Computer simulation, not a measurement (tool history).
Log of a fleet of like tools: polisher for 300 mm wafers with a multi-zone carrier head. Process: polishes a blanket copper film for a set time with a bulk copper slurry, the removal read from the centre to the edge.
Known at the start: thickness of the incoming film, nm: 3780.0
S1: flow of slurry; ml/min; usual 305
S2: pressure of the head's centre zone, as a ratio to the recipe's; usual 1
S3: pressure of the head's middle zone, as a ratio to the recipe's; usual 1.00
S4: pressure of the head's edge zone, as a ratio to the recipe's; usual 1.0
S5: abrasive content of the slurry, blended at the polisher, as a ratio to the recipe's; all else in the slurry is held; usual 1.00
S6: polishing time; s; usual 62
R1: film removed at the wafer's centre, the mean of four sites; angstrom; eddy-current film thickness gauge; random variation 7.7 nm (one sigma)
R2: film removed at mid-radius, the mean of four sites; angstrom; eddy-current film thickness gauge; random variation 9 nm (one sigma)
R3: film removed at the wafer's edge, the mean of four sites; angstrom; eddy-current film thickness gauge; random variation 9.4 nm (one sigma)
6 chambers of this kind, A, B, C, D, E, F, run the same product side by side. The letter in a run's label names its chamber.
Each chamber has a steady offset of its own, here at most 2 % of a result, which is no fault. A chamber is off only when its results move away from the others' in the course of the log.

Run 1A, hour 2.3: usual settings. Result: R1 7738.3 angstrom, R2 7736.4 angstrom, R3 8121.1 angstrom.
Run 2B, hour 7.4: usual settings. Result: R1 7631.4 angstrom, R2 7655.0 angstrom, R3 7803.4 angstrom.
At hour 10.0: chamber E: slurry nozzle cleaned.
Run 3D, hour 12.1: usual settings. Result: R1 7729.3 angstrom, R2 7790.3 angstrom, R3 7784.1 angstrom.
At hour 14.3: chamber D: centre zone pressure recalibrated.
Run 4C, hour 16.0: usual settings. Result: R1 7690.9 angstrom, R2 7762.4 angstrom, R3 7566.2 angstrom.
Run 5E, hour 19.9: usual settings. Result: R1 7883.9 angstrom, R2 7790.8 angstrom, R3 7794.7 angstrom.
Run 6F, hour 24.8: usual settings but S4 1.1, S5 0.70. Result: R1 7303.4 angstrom, R2 7465.9 angstrom, R3 7577.6 angstrom.
At hour 25.1: chamber C: worn pad replaced by a new one.
Run 7C, hour 27.6: usual settings but S4 1.1, S5 0.70. Result: R1 7015.4 angstrom, R2 7231.6 angstrom, R3 7660.5 angstrom.
At hour 27.8: chamber A: worn pad replaced by a new one.
At hour 30.1: chamber E: edge zone pressure recalibrated.
Run 8E, hour 31.5: usual settings but S4 1.1, S5 0.70. Result: R1 7365.3 angstrom, R2 7206.3 angstrom, R3 7636.7 angstrom.
Run 9B, hour 36.4: usual settings but S4 1.1, S5 0.70. Result: R1 7156.3 angstrom, R2 7239.0 angstrom, R3 7497.4 angstrom.
At hour 40.2: chamber B: worn pad replaced by a new one.
Run 10A, hour 40.7: usual settings but S4 1.1, S5 0.70. Result: R1 7373.5 angstrom, R2 7155.8 angstrom, R3 7509.4 angstrom.
Run 11F, hour 45.1: usual settings but S4 1.1, S5 0.70. Result: R1 7152.6 angstrom, R2 7372.6 angstrom, R3 7836.1 angstrom.
Run 12D, hour 49.0: usual settings. Result: R1 7728.2 angstrom, R2 7715.2 angstrom, R3 7559.7 angstrom.
Run 13A, hour 53.9: usual settings. Result: R1 7769.7 angstrom, R2 7859.6 angstrom, R3 8020.1 angstrom.
At hour 56.9: chamber E: worn pad replaced by a new one.
Run 14F, hour 57.2: usual settings. Result: R1 7726.9 angstrom, R2 8082.4 angstrom, R3 7952.4 angstrom.
Run 15B, hour 59.5: usual settings. Result: R1 7643.0 angstrom, R2 7783.9 angstrom, R3 7676.0 angstrom.
At hour 61.9: chamber A: worn pad replaced by a new one.
At hour 62.2: chamber D: worn pad replaced by a new one.
Run 16E, hour 62.4: usual settings. Result: R1 7848.4 angstrom, R2 7786.0 angstrom, R3 7828.1 angstrom.
At hour 63.2: chamber B: centre zone pressure recalibrated.
At hour 64.4: chamber D: slurry nozzle cleaned.
Run 17D, hour 65.8: usual settings. Result: R1 7742.1 angstrom, R2 7884.1 angstrom, R3 7739.3 angstrom.
Run 18C, hour 70.8: usual settings. Result: R1 7773.0 angstrom, R2 7833.9 angstrom, R3 7879.7 angstrom.
Run 19C, hour 74.9: usual settings. Result: R1 7797.0 angstrom, R2 7938.5 angstrom, R3 7652.6 angstrom.
At hour 76.6: chamber A: centre zone pressure recalibrated.
At hour 78.1: chamber A: edge zone pressure recalibrated.
Run 20E, hour 78.1: usual settings. Result: R1 7719.7 angstrom, R2 7939.1 angstrom, R3 8017.8 angstrom.
At hour 79.3: chamber C: centre zone pressure recalibrated.
Run 21B, hour 82.4: usual settings. Result: R1 7401.4 angstrom, R2 7779.3 angstrom, R3 7548.2 angstrom.
At hour 85.0: chamber F: worn pad replaced by a new one.
Run 22D, hour 85.7: usual settings. Result: R1 7824.1 angstrom, R2 7955.7 angstrom, R3 7833.0 angstrom.
Run 23A, hour 88.0: usual settings. Result: R1 7806.4 angstrom, R2 7791.2 angstrom, R3 7679.6 angstrom.
Run 24F, hour 91.8: usual settings but S3 1.06. Result: R1 7752.1 angstrom, R2 8242.1 angstrom, R3 7923.0 angstrom.
Run 25D, hour 95.3: usual settings but S3 1.06. Result: R1 7724.3 angstrom, R2 8177.9 angstrom, R3 7635.4 angstrom.
Run 26A, hour 98.5: usual settings but S3 1.06. Result: R1 7863.9 angstrom, R2 8302.2 angstrom, R3 7818.3 angstrom.
At hour 101.2: chamber B: edge zone pressure recalibrated.
Run 27E, hour 103.2: usual settings but S3 1.06. Result: R1 7727.5 angstrom, R2 8107.5 angstrom, R3 7925.7 angstrom.
At hour 103.3: chamber A: worn pad replaced by a new one.
Run 28F, hour 107.5: usual settings but S3 1.06. Result: R1 7734.6 angstrom, R2 8437.6 angstrom, R3 7872.0 angstrom.
Run 29C, hour 112.6: usual settings but S3 1.06. Result: R1 7753.9 angstrom, R2 8478.9 angstrom, R3 7812.7 angstrom.
Run 30B, hour 116.7: usual settings. Result: R1 7199.9 angstrom, R2 7732.7 angstrom, R3 7697.1 angstrom.
Run 31B, hour 121.0: usual settings. Result: R1 7196.6 angstrom, R2 7896.6 angstrom, R3 7921.0 angstrom.
At hour 123.8: chamber E: worn pad replaced by a new one.
Run 32F, hour 126.2: usual settings. Result: R1 7741.7 angstrom, R2 7969.9 angstrom, R3 7998.9 angstrom.
Run 33D, hour 128.5: usual settings. Result: R1 7792.5 angstrom, R2 7808.1 angstrom, R3 7560.9 angstrom.
Run 34A, hour 132.3: usual settings. Result: R1 7702.3 angstrom, R2 7714.9 angstrom, R3 7681.3 angstrom.
Run 35C, hour 135.2: usual settings but S3 1.09. Result: R1 7821.8 angstrom, R2 8594.3 angstrom, R3 7866.0 angstrom.
Run 36E, hour 137.5: usual settings but S3 1.09. Result: R1 7755.1 angstrom, R2 8583.7 angstrom, R3 7731.7 angstrom.
At hour 140.9: chamber C: worn pad replaced by a new one.
Run 37A, hour 140.9: usual settings but S3 1.09. Result: R1 7871.4 angstrom, R2 8465.1 angstrom, R3 7898.7 angstrom.
At hour 143.7: chamber D: worn pad replaced by a new one.
At hour 144.7: chamber B: worn pad replaced by a new one.
Run 38C, hour 144.8: usual settings but S3 1.09. Result: R1 7774.3 angstrom, R2 8477.0 angstrom, R3 7810.7 angstrom.
Run 39D, hour 149.0: usual settings but S3 1.09. Result: R1 7817.0 angstrom, R2 8440.6 angstrom, R3 7679.1 angstrom.
Run 40F, hour 153.6: usual settings but S3 1.09. Result: R1 7884.2 angstrom, R2 8756.7 angstrom, R3 8079.0 angstrom.
Run 41B, hour 157.5: usual settings but S5 1.25. Result: R1 7528.9 angstrom, R2 8067.0 angstrom, R3 8051.1 angstrom.

All 6 chambers run these settings next. Forecast each chamber's results:
Run 42A, hour 161.3: usual settings. Result: R1 ?, R2 ?, R3 ?.
Run 42B, hour 161.3: usual settings. Result: R1 ?, R2 ?, R3 ?.
Run 42C, hour 161.3: usual settings. Result: R1 ?, R2 ?, R3 ?.
Run 42D, hour 161.3: usual settings. Result: R1 ?, R2 ?, R3 ?.
Run 42E, hour 161.3: usual settings. Result: R1 ?, R2 ?, R3 ?.
Run 42F, hour 161.3: usual settings. Result: R1 ?, R2 ?, R3 ?.

run      R1      R2      R3
42A  7856.2  7765.2  7968.1
42B  7335.3  7760.7  7676.7
42C  7740.7  7873.6  7756.7
42D  7855.2  7860.7  7570.3
42E  7803.8  7812.1  8077.8
42F  7804.4  8112.3  7783.2
